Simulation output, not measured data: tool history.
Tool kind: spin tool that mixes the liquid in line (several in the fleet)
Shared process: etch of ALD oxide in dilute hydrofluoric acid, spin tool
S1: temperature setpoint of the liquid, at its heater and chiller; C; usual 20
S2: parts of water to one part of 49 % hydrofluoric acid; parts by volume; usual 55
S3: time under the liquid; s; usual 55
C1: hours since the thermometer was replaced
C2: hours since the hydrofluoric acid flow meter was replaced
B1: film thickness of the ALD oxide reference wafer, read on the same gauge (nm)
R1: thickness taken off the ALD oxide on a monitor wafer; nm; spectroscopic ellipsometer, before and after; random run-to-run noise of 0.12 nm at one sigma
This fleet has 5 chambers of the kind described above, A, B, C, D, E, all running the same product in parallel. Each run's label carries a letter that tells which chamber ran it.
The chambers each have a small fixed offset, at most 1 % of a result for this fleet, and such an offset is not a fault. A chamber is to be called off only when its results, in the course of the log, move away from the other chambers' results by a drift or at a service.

Run 1A, hour 3.1: usual settings; C1 796; C2 1497.5; B1 89.988. Result: R1 17.637 nm.
Run 2E, hour 7: usual settings; C1 645.9; C2 659.8; B1 89.97. Result: R1 17.558 nm.
Run 3D, hour 10.1: usual settings; C1 240.1; C2 828.3; B1 89.999. Result: R1 17.227 nm.
Run 4C, hour 12.3: usual settings; C1 606.4; C2 1262.3; B1 90.006. Result: R1 17.411 nm.
Run 5B, hour 16.5: usual settings; C1 475.5; C2 694.5; B1 90.011. Result: R1 17.432 nm.
Run 6A, hour 20.6: usual settings; C1 813.5; C2 1515; B1 89.97. Result: R1 17.545 nm.
Run 7D, hour 24.2: usual settings; C1 254.2; C2 842.4; B1 89.992. Result: R1 17.359 nm.
Run 8C, hour 28.4: usual settings; C1 622.5; C2 1278.4; B1 89.988. Result: R1 17.612 nm.
Run 9B, hour 32.5: usual settings but S1 17 C; C1 491.5; C2 710.5; B1 90.007. Result: R1 15.333 nm.
Run 10E, hour 36.3: usual settings but S1 17 C; C1 675.2; C2 689.1; B1 89.986. Result: R1 15.361 nm.
Run 11E, hour 40.1: usual settings but S1 17 C; C1 679; C2 692.9; B1 90.02. Result: R1 15.458 nm.
Run 12B, hour 42.7: usual settings but S1 17 C; C1 501.7; C2 720.7; B1 89.982. Result: R1 15.376 nm.
Run 13C, hour 46.3: usual settings but S1 17 C; C1 640.4; C2 1296.3; B1 90.006. Result: R1 15.278 nm.
Run 14A, hour 50.5: usual settings; C1 843.4; C2 1544.9; B1 90.001. Result: R1 17.543 nm.
Run 15D, hour 52.6: usual settings; C1 282.6; C2 870.8; B1 90.01. Result: R1 17.39 nm.
Run 16E, hour 54.9: usual settings; C1 693.8; C2 707.7; B1 90.007. Result: R1 17.499 nm.
Run 17D, hour 57.3: usual settings; C1 287.3; C2 875.5; B1 89.988. Result: R1 17.415 nm.
Run 18C, hour 59.6: usual settings; C1 653.7; C2 1309.6; B1 90.033. Result: R1 17.516 nm.
Run 19B, hour 63.8: usual settings; C1 522.8; C2 741.8; B1 90.025. Result: R1 17.617 nm.
Run 20A, hour 65.6: usual settings; C1 858.5; C2 1560; B1 89.977. Result: R1 17.552 nm.
Run 21B, hour 68.2: usual settings; C1 527.2; C2 746.2; B1 90.043. Result: R1 17.729 nm.
Run 22C, hour 70.1: usual settings; C1 664.2; C2 1320.1; B1 89.99. Result: R1 17.555 nm.
Run 23A, hour 72.5: usual settings; C1 865.4; C2 1566.9; B1 90.023. Result: R1 17.445 nm.
Run 24E, hour 76.4: usual settings; C1 715.3; C2 729.2; B1 89.987. Result: R1 17.502 nm.
Run 25D, hour 78.2: usual settings; C1 308.2; C2 896.4; B1 90.023. Result: R1 17.247 nm.
Run 26C, hour 80.9: usual settings; C1 675; C2 1330.9; B1 89.995. Result: R1 17.362 nm.
Run 27A, hour 83.7: usual settings; C1 876.6; C2 1578.1; B1 90.013. Result: R1 17.701 nm.
Run 28B, hour 87.7: usual settings; C1 546.7; C2 765.7; B1 89.999. Result: R1 17.556 nm.
Run 29D, hour 89.8: usual settings; C1 319.8; C2 908; B1 90.04. Result: R1 17.223 nm.
Run 30E, hour 91.8: usual settings; C1 730.7; C2 744.6; B1 89.971. Result: R1 17.448 nm.
Run 31D, hour 96: usual settings; C1 326; C2 914.2; B1 90.001. Result: R1 17.627 nm.
Run 32B, hour 98.4: usual settings; C1 557.4; C2 776.4; B1 89.938. Result: R1 17.634 nm.
Run 33C, hour 100.4: usual settings; C1 694.5; C2 1350.4; B1 90.008. Result: R1 17.252 nm.
Run 34E, hour 102.9: usual settings; C1 741.8; C2 755.7; B1 89.991. Result: R1 17.737 nm.

Has any chamber moved away from the others, gradually or after a service, or does the common gauge drift, or do the chambers differ only by their own small steady offsets? State the chamber and the most likely cause if one applies.

Neither any chamber nor the gauge drifts; the chambers differ only by their own small, steady offsets.

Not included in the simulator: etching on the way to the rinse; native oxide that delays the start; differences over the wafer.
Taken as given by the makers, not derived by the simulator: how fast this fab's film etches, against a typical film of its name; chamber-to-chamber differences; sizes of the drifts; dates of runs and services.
